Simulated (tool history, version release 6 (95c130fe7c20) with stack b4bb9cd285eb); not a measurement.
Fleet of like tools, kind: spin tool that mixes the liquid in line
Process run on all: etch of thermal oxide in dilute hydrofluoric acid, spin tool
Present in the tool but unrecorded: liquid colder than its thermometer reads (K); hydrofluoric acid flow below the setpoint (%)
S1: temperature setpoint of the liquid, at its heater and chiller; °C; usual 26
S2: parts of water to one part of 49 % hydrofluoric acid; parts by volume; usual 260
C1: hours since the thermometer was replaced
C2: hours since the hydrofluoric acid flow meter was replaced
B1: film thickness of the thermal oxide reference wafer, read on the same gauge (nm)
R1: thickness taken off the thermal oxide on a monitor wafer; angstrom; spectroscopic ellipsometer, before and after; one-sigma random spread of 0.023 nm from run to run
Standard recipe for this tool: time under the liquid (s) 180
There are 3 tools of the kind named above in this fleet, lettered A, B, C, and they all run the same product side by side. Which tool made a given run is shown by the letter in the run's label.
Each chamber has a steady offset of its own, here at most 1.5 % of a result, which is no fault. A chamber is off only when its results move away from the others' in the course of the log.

{"run": "1A", "hour": 5.8, "S1": 26, "S2": 260, "time under the liquid (s)": 180, "C1": 701.2, "C2": 513.9, "B1": 89.996, "R1": 28.506}
{"run": "2C", "hour": 11.6, "S1": 26, "S2": 260, "time under the liquid (s)": 180, "C1": 277.4, "C2": 973, "B1": 90.006, "R1": 27.796}
{"run": "3B", "hour": 19.4, "S1": 26, "S2": 260, "time under the liquid (s)": 180, "C1": 1256.4, "C2": 417.5, "B1": 89.999, "R1": 28.369}
{"run": "4B", "hour": 26.4, "S1": 26, "S2": 260, "time under the liquid (s)": 180, "C1": 1263.4, "C2": 424.5, "B1": 89.978, "R1": 27.98}
{"run": "5C", "hour": 31.0, "S1": 26, "S2": 260, "time under the liquid (s)": 180, "C1": 296.8, "C2": 992.4, "B1": 90.007, "R1": 28.116}
{"run": "6A", "hour": 36.1, "S1": 26, "S2": 260, "time under the liquid (s)": 180, "C1": 731.5, "C2": 544.2, "B1": 90.023, "R1": 28.606}
{"run": "7C", "hour": 39.7, "S1": 26, "S2": 165, "time under the liquid (s)": 285, "C1": 305.5, "C2": 1001.1, "B1": 89.989, "R1": 79.349}
{"run": "8B", "hour": 44.4, "S1": 26, "S2": 165, "time under the liquid (s)": 285, "C1": 1281.4, "C2": 442.5, "B1": 89.999, "R1": 79.46}
{"run": "9A", "hour": 49.7, "S1": 26, "S2": 165, "time under the liquid (s)": 285, "C1": 745.1, "C2": 557.8, "B1": 89.993, "R1": 77.862}
{"run": "10C", "hour": 57.4, "S1": 26, "S2": 260, "time under the liquid (s)": 180, "C1": 323.2, "C2": 1018.8, "B1": 89.974, "R1": 28.027}
{"run": "11A", "hour": 62.1, "S1": 26, "S2": 260, "time under the liquid (s)": 180, "C1": 757.5, "C2": 570.2, "B1": 89.995, "R1": 27.794}
{"run": "12B", "hour": 66.4, "S1": 26, "S2": 260, "time under the liquid (s)": 180, "C1": 1303.4, "C2": 464.5, "B1": 89.998, "R1": 27.985}
{"run": "13A", "hour": 70.5, "S1": 26, "S2": 260, "time under the liquid (s)": 180, "C1": 765.9, "C2": 578.6, "B1": 90.021, "R1": 27.947}
{"run": "14B", "hour": 75.7, "S1": 26, "S2": 260, "time under the liquid (s)": 180, "C1": 1312.7, "C2": 473.8, "B1": 89.996, "R1": 27.951}
{"run": "15C", "hour": 81.0, "S1": 26, "S2": 260, "time under the liquid (s)": 180, "C1": 346.8, "C2": 1042.4, "B1": 90.023, "R1": 27.96}
{"run": "16A", "hour": 88.4, "S1": 26, "S2": 260, "time under the liquid (s)": 180, "C1": 783.8, "C2": 596.5, "B1": 90, "R1": 26.974}
{"run": "17C", "hour": 93.6, "S1": 26, "S2": 260, "time under the liquid (s)": 180, "C1": 359.4, "C2": 1055, "B1": 90, "R1": 27.917}
{"run": "18B", "hour": 99.4, "S1": 26, "S2": 260, "time under the liquid (s)": 180, "C1": 1336.4, "C2": 497.5, "B1": 89.993, "R1": 28.196}
{"run": "19C", "hour": 106.4, "S1": 26, "S2": 260, "time under the liquid (s)": 180, "C1": 372.2, "C2": 1067.8, "B1": 90.006, "R1": 28.24}
{"run": "20A", "hour": 111.4, "S1": 26, "S2": 260, "time under the liquid (s)": 180, "C1": 806.8, "C2": 619.5, "B1": 89.985, "R1": 27.259}
{"run": "21B", "hour": 118.0, "S1": 26, "S2": 260, "time under the liquid (s)": 180, "C1": 1355, "C2": 516.1, "B1": 90.006, "R1": 28.075}
{"run": "22B", "hour": 121.8, "S1": 26, "S2": 260, "time under the liquid (s)": 180, "C1": 1358.8, "C2": 519.9, "B1": 90.005, "R1": 28.611}
{"run": "23C", "hour": 126.6, "S1": 26, "S2": 260, "time under the liquid (s)": 180, "C1": 392.4, "C2": 1088, "B1": 89.979, "R1": 28.099}
{"run": "24A", "hour": 130.7, "S1": 26, "S2": 260, "time under the liquid (s)": 180, "C1": 826.1, "C2": 638.8, "B1": 90.013, "R1": 26.94}
{"run": "25B", "hour": 138.3, "S1": 26, "S2": 260, "time under the liquid (s)": 180, "C1": 1375.3, "C2": 536.4, "B1": 90.017, "R1": 28.32}
{"run": "26A", "hour": 145.4, "S1": 26, "S2": 260, "time under the liquid (s)": 180, "C1": 840.8, "C2": 653.5, "B1": 89.977, "R1": 26.608}
{"run": "27C", "hour": 150.9, "S1": 26, "S2": 260, "time under the liquid (s)": 180, "C1": 416.7, "C2": 1112.3, "B1": 89.981, "R1": 28.205}
{"run": "28A", "hour": 155.5, "S1": 26, "S2": 260, "time under the liquid (s)": 180, "C1": 850.9, "C2": 663.6, "B1": 89.988, "R1": 25.865}
{"run": "29B", "hour": 160.0, "S1": 26, "S2": 260, "time under the liquid (s)": 180, "C1": 1397, "C2": 558.1, "B1": 90.017, "R1": 28.559}
{"run": "30C", "hour": 165.4, "S1": 23.5, "S2": 175, "time under the liquid (s)": 180, "C1": 431.2, "C2": 1126.8, "B1": 89.974, "R1": 41.078}
{"run": "31A", "hour": 172.2, "S1": 23.5, "S2": 175, "time under the liquid (s)": 180, "C1": 867.6, "C2": 680.3, "B1": 89.981, "R1": 38.814}
{"run": "32C", "hour": 180.0, "S1": 23.5, "S2": 175, "time under the liquid (s)": 180, "C1": 445.8, "C2": 1141.4, "B1": 89.991, "R1": 41.716}
{"run": "33B", "hour": 185.2, "S1": 26, "S2": 260, "time under the liquid (s)": 180, "C1": 1422.2, "C2": 583.3, "B1": 89.99, "R1": 28.036}

Decide between three cases: one chamber stands off from its peers, the gauge reading all wafers drifts, or nothing is wrong past each chamber's small offset. Where a chamber is off, say which and what most likely put it there.

Chamber A drifts away from the others.
Cause: hydrofluoric acid flow below the setpoint (%) = 8.54.

Which of the 4 candidates below, each the usual settings with something changed and its results left as question marks, puts chamber A back in line with what the other chambers give on the usual settings?
A result is in line if it is within this distance of the other chambers' mean on the usual settings: R1 0.81 angstrom
{"run": "34A-1", "hour": 190.9, "S1": 24.5, "S2": 260, "time under the liquid (s)": 180, "R1": "?"}
{"run": "34A-2", "hour": 190.9, "S1": 26, "S2": 250, "time under the liquid (s)": 180, "R1": "?"}
{"run": "34A-3", "hour": 190.9, "S1": 26, "S2": 250, "time under the liquid (s)": 190, "R1": "?"}
{"run": "34A-4", "hour": 190.9, "S1": 26, "S2": 280, "time under the liquid (s)": 180, "R1": "?"}

What the other chambers average on the usual settings: R1 28.102 angstrom
run=34A-1 R1=24.199
run=34A-2 R1=26.785
run=34A-3 R1=28.273
run=34A-4 R1=23.132
The right change is 34A-3: it brings the chamber back within the allowed miss of the others.
